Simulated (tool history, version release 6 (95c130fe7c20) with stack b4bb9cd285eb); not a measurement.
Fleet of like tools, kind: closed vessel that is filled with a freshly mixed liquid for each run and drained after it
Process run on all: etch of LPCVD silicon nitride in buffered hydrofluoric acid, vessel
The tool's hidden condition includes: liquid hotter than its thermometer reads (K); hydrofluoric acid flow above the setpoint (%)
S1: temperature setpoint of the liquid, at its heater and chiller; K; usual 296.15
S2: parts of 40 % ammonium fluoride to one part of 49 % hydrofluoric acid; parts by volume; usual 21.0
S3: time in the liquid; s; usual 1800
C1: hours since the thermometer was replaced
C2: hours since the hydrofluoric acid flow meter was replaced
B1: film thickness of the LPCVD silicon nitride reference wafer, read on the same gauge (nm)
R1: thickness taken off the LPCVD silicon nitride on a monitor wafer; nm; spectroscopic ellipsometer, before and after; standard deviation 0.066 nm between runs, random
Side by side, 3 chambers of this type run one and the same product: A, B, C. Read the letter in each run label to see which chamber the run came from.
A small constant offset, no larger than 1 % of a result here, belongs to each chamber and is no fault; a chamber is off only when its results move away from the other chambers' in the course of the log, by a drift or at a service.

{"run": "1A", "hour": 2.6, "S1": 296.15, "S2": 21.0, "S3": 1800, "C1": 2077.3, "C2": 437.4, "B1": 130.02, "R1": 11.615}
{"run": "2C", "hour": 7.3, "S1": 296.15, "S2": 21.0, "S3": 1800, "C1": 310.9, "C2": 1011.0, "B1": 130.01, "R1": 11.698}
{"run": "3B", "hour": 11.1, "S1": 296.15, "S2": 21.0, "S3": 1800, "C1": 2402.6, "C2": 1267.5, "B1": 130.01, "R1": 11.655}
{"run": "4A", "hour": 13.3, "S1": 296.15, "S2": 21.0, "S3": 1800, "C1": 2088.0, "C2": 448.1, "B1": 129.99, "R1": 11.707}
{"run": "5B", "hour": 16.2, "S1": 291.15, "S2": 21.0, "S3": 1800, "C1": 2407.7, "C2": 1272.6, "B1": 129.99, "R1": 8.7667}
{"run": "6C", "hour": 19.4, "S1": 291.15, "S2": 21.0, "S3": 1800, "C1": 323.0, "C2": 1023.1, "B1": 130.02, "R1": 8.8919}
{"run": "7B", "hour": 23.4, "S1": 291.15, "S2": 21.0, "S3": 1800, "C1": 2414.9, "C2": 1279.8, "B1": 130.02, "R1": 8.7668}
{"run": "8C", "hour": 27.1, "S1": 296.15, "S2": 21.0, "S3": 1800, "C1": 330.7, "C2": 1030.8, "B1": 130.0, "R1": 11.743}
{"run": "9A", "hour": 32.0, "S1": 296.15, "S2": 21.0, "S3": 1800, "C1": 2106.7, "C2": 466.8, "B1": 129.99, "R1": 11.674}
{"run": "10A", "hour": 34.3, "S1": 296.15, "S2": 21.0, "S3": 1800, "C1": 2109.0, "C2": 469.1, "B1": 130.01, "R1": 11.579}
{"run": "11C", "hour": 37.4, "S1": 294.65, "S2": 21.0, "S3": 1800, "C1": 341.0, "C2": 1041.1, "B1": 129.98, "R1": 10.786}
{"hour": 39.7, "done": "chamber B: thermometer replaced"}
{"run": "12B", "hour": 41.3, "S1": 294.65, "S2": 21.0, "S3": 1800, "C1": 1.6, "C2": 1297.7, "B1": 129.99, "R1": 10.65}
{"run": "13B", "hour": 45.1, "S1": 294.65, "S2": 21.0, "S3": 1800, "C1": 5.4, "C2": 1301.5, "B1": 129.99, "R1": 10.808}
{"run": "14C", "hour": 49.4, "S1": 296.15, "S2": 21.0, "S3": 1800, "C1": 353.0, "C2": 1053.1, "B1": 129.99, "R1": 11.805}
{"run": "15A", "hour": 52.7, "S1": 296.15, "S2": 21.0, "S3": 1800, "C1": 2127.4, "C2": 487.5, "B1": 130.0, "R1": 11.607}
{"run": "16B", "hour": 56.0, "S1": 296.15, "S2": 21.0, "S3": 1800, "C1": 16.3, "C2": 1312.4, "B1": 130.02, "R1": 11.719}
{"run": "17A", "hour": 58.6, "S1": 296.15, "S2": 21.0, "S3": 1800, "C1": 2133.3, "C2": 493.4, "B1": 130.02, "R1": 11.762}
{"run": "18C", "hour": 62.3, "S1": 296.15, "S2": 21.0, "S3": 1800, "C1": 365.9, "C2": 1066.0, "B1": 129.99, "R1": 11.74}
{"run": "19C", "hour": 64.7, "S1": 299.15, "S2": 25.5, "S3": 1800, "C1": 368.3, "C2": 1068.4, "B1": 130.0, "R1": 11.928}
{"run": "20A", "hour": 66.9, "S1": 299.15, "S2": 25.5, "S3": 1800, "C1": 2141.6, "C2": 501.7, "B1": 130.02, "R1": 11.982}
{"run": "21B", "hour": 69.3, "S1": 299.15, "S2": 25.5, "S3": 1800, "C1": 29.6, "C2": 1325.7, "B1": 130.0, "R1": 12.102}
{"run": "22C", "hour": 72.6, "S1": 296.15, "S2": 21.0, "S3": 1800, "C1": 376.2, "C2": 1076.3, "B1": 129.99, "R1": 11.734}
{"run": "23A", "hour": 75.3, "S1": 296.15, "S2": 21.0, "S3": 1800, "C1": 2150.0, "C2": 510.1, "B1": 129.98, "R1": 11.61}
{"run": "24B", "hour": 78.2, "S1": 296.15, "S2": 21.0, "S3": 1800, "C1": 38.5, "C2": 1334.6, "B1": 130.01, "R1": 11.871}
{"run": "25B", "hour": 82.7, "S1": 294.15, "S2": 21.0, "S3": 2630, "C1": 43.0, "C2": 1339.1, "B1": 129.99, "R1": 15.454}
{"run": "26C", "hour": 86.2, "S1": 294.15, "S2": 21.0, "S3": 2630, "C1": 389.8, "C2": 1089.9, "B1": 130.02, "R1": 15.365}
{"run": "27A", "hour": 90.0, "S1": 294.15, "S2": 21.0, "S3": 2630, "C1": 2164.7, "C2": 524.8, "B1": 130.02, "R1": 15.179}
{"run": "28C", "hour": 93.9, "S1": 296.15, "S2": 21.0, "S3": 1800, "C1": 397.5, "C2": 1097.6, "B1": 130.0, "R1": 11.736}
{"run": "29A", "hour": 96.0, "S1": 296.15, "S2": 21.0, "S3": 1800, "C1": 2170.7, "C2": 530.8, "B1": 130.03, "R1": 11.693}
{"run": "30B", "hour": 99.9, "S1": 296.15, "S2": 21.0, "S3": 1800, "C1": 60.2, "C2": 1356.3, "B1": 130.0, "R1": 11.826}
{"run": "31C", "hour": 102.3, "S1": 296.15, "S2": 21.0, "S3": 1800, "C1": 405.9, "C2": 1106.0, "B1": 130.01, "R1": 11.731}
{"run": "32A", "hour": 106.4, "S1": 296.15, "S2": 21.0, "S3": 1800, "C1": 2181.1, "C2": 541.2, "B1": 130.01, "R1": 11.616}
{"run": "33B", "hour": 109.0, "S1": 296.15, "S2": 21.0, "S3": 1800, "C1": 69.3, "C2": 1365.4, "B1": 130.02, "R1": 11.712}
{"run": "34C", "hour": 111.7, "S1": 296.15, "S2": 21.0, "S3": 1800, "C1": 415.3, "C2": 1115.4, "B1": 129.98, "R1": 11.813}
{"run": "35B", "hour": 113.8, "S1": 296.15, "S2": 21.0, "S3": 1800, "C1": 74.1, "C2": 1370.2, "B1": 129.99, "R1": 11.622}
{"run": "36A", "hour": 116.5, "S1": 296.15, "S2": 21.0, "S3": 1800, "C1": 2191.2, "C2": 551.3, "B1": 130.01, "R1": 11.566}
{"run": "37B", "hour": 120.7, "S1": 296.15, "S2": 21.0, "S3": 1800, "C1": 81.0, "C2": 1377.1, "B1": 130.02, "R1": 11.657}
{"run": "38C", "hour": 125.2, "S1": 296.15, "S2": 21.0, "S3": 1800, "C1": 428.8, "C2": 1128.9, "B1": 129.99, "R1": 11.683}
{"run": "39A", "hour": 127.6, "S1": 296.15, "S2": 21.0, "S3": 1800, "C1": 2202.3, "C2": 562.4, "B1": 129.99, "R1": 11.679}
{"run": "40A", "hour": 129.8, "S1": 299.15, "S2": 21.0, "S3": 1800, "C1": 2204.5, "C2": 564.6, "B1": 130.02, "R1": 13.694}
{"run": "41B", "hour": 132.3, "S1": 299.15, "S2": 21.0, "S3": 1800, "C1": 92.6, "C2": 1388.7, "B1": 129.98, "R1": 13.912}
{"run": "42C", "hour": 136.7, "S1": 299.15, "S2": 21.0, "S3": 1800, "C1": 440.3, "C2": 1140.4, "B1": 130.0, "R1": 13.874}

All chambers now run identical settings, listed one chamber a line with results as question marks. What results will each chamber show?
{"run": "43A", "hour": 140.1, "S1": 296.15, "S2": 21.0, "S3": 1800, "R1": "?"}
{"run": "43B", "hour": 140.1, "S1": 296.15, "S2": 21.0, "S3": 1800, "R1": "?"}
{"run": "43C", "hour": 140.1, "S1": 296.15, "S2": 21.0, "S3": 1800, "R1": "?"}

run=43A R1=11.5760
run=43B R1=11.6120
run=43C R1=11.6230
